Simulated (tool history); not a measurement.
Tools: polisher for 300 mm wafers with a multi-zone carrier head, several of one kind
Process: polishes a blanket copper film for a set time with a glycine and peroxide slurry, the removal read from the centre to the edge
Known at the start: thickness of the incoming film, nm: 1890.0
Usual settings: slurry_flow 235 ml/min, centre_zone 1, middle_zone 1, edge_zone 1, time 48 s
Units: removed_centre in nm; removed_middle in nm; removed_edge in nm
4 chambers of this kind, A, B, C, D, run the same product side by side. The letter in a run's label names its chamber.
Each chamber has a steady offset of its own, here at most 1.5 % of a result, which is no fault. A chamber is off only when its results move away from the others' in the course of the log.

| run | day | slurry_flow | centre_zone | middle_zone | edge_zone | time | removed_centre | removed_middle | removed_edge |
|---|---|---|---|---|---|---|---|---|---|
|  | 0.175 | chamber A: worn pad replaced by a new one |
| 1C | 0.533 | 235 | 1 | 1 | 1 | 48 | 160.33 | 160.27 | 160.15 |
| 2A | 1.004 | 235 | 1 | 1 | 1 | 48 | 161.83 | 156.53 | 158.74 |
| 3D | 1.467 | 235 | 1 | 1 | 1 | 48 | 162.47 | 162.86 | 161.43 |
| 4B | 1.8 | 235 | 1 | 1 | 1 | 48 | 158.76 | 160.51 | 161.89 |
| 5D | 2.333 | 235 | 1 | 1 | 1 | 40 | 132.38 | 133.76 | 133.39 |
|  | 2.338 | chamber A: slurry nozzle cleaned |
|  | 2.821 | chamber B: worn pad replaced by a new one |
| 6C | 2.983 | 235 | 1 | 1 | 1 | 40 | 134.73 | 132.51 | 132.87 |
| 7B | 3.425 | 235 | 1 | 1 | 1 | 40 | 130.81 | 133.83 | 133.76 |
|  | 3.446 | chamber B: edge zone pressure recalibrated |
| 8A | 3.754 | 235 | 1 | 1 | 1 | 40 | 132.11 | 133.11 | 137.39 |
| 9D | 4.367 | 235 | 1 | 1 | 1 | 48 | 158.65 | 158.09 | 155.93 |
|  | 4.525 | chamber A: worn pad replaced by a new one |
| 10C | 4.754 | 235 | 1 | 1 | 1 | 48 | 163.61 | 159.87 | 160.63 |
| 11B | 5.2 | 235 | 1 | 1 | 1.05 | 39 | 132.07 | 131.73 | 132.68 |
| 12A | 5.65 | 235 | 1 | 1 | 1.05 | 39 | 134.75 | 130.42 | 132.48 |
|  | 6.175 | chamber A: edge zone pressure recalibrated |
| 13B | 6.279 | 235 | 1 | 1 | 1.05 | 39 | 129.16 | 129.8 | 133.81 |
|  | 6.417 | chamber C: worn pad replaced by a new one |
| 14C | 6.675 | 235 | 1 | 1 | 1.05 | 39 | 130.28 | 127.96 | 136.48 |
| 15A | 7.238 | 235 | 1 | 1 | 1 | 48 | 157.82 | 163.72 | 159.36 |
|  | 7.383 | chamber C: centre zone pressure recalibrated |
| 16D | 7.683 | 235 | 1 | 1 | 1 | 48 | 148.44 | 151.49 | 152.57 |
|  | 7.783 | chamber B: worn pad replaced by a new one |
| 17C | 8.2 | 235 | 1 | 1 | 1 | 48 | 159.26 | 161.49 | 160.62 |
| 18A | 8.504 | 285 | 1 | 1 | 1 | 48 | 167.91 | 162.93 | 165.89 |
| 19D | 9.092 | 285 | 1 | 1 | 1 | 48 | 152.76 | 156.66 | 150.58 |
|  | 9.117 | chamber A: centre zone pressure recalibrated |
|  | 9.329 | chamber A: worn pad replaced by a new one |
| 20B | 9.425 | 285 | 1 | 1 | 1 | 48 | 157.18 | 164.95 | 161.43 |
| 21B | 9.938 | 285 | 1 | 1 | 1 | 48 | 160.09 | 165.9 | 163.98 |
| 22C | 10.567 | 235 | 1 | 1 | 1 | 48 | 161.95 | 161.63 | 162.42 |
| 23D | 11.229 | 235 | 1 | 1 | 1 | 48 | 148.28 | 147.65 | 147.17 |
| 24A | 11.588 | 235 | 1 | 1 | 1 | 48 | 163.68 | 159.17 | 161.08 |
| 25D | 12.083 | 235 | 1 | 1 | 1 | 48 | 145.67 | 146.95 | 146.43 |
| 26A | 12.45 | 235 | 1 | 1 | 1 | 48 | 160.87 | 161.81 | 160.27 |
| 27B | 12.775 | 235 | 1 | 1 | 1 | 48 | 157.64 | 165.04 | 162.19 |
|  | 13.158 | chamber C: worn pad replaced by a new one |
| 28C | 13.2 | 235 | 0.93 | 1 | 1 | 48 | 148.93 | 158.97 | 164.23 |
|  | 13.242 | chamber A: worn pad replaced by a new one |
| 29C | 13.521 | 235 | 0.93 | 1 | 1 | 48 | 149.22 | 159.16 | 161.15 |
| 30D | 14.108 | 235 | 0.93 | 1 | 1 | 48 | 134.09 | 146.04 | 143.8 |
| 31A | 14.45 | 235 | 0.93 | 1 | 1 | 48 | 148.62 | 157.31 | 161.23 |

All 4 chambers run these settings next. Forecast each chamber's results:
| 32A | 14.929 | 235 | 1 | 0.94 | 1 | 48 | ? | ? | ? |
| 32B | 14.929 | 235 | 1 | 0.94 | 1 | 48 | ? | ? | ? |
| 32C | 14.929 | 235 | 1 | 0.94 | 1 | 48 | ? | ? | ? |
| 32D | 14.929 | 235 | 1 | 0.94 | 1 | 48 | ? | ? | ? |

| run | removed_centre | removed_middle | removed_edge |
|---|---|---|---|
| 32A | 162.2 | 149.81 | 158.89 |
| 32B | 157.13 | 149.24 | 158.54 |
| 32C | 162.4 | 149.58 | 158.61 |
| 32D | 144.29 | 136.78 | 140.92 |
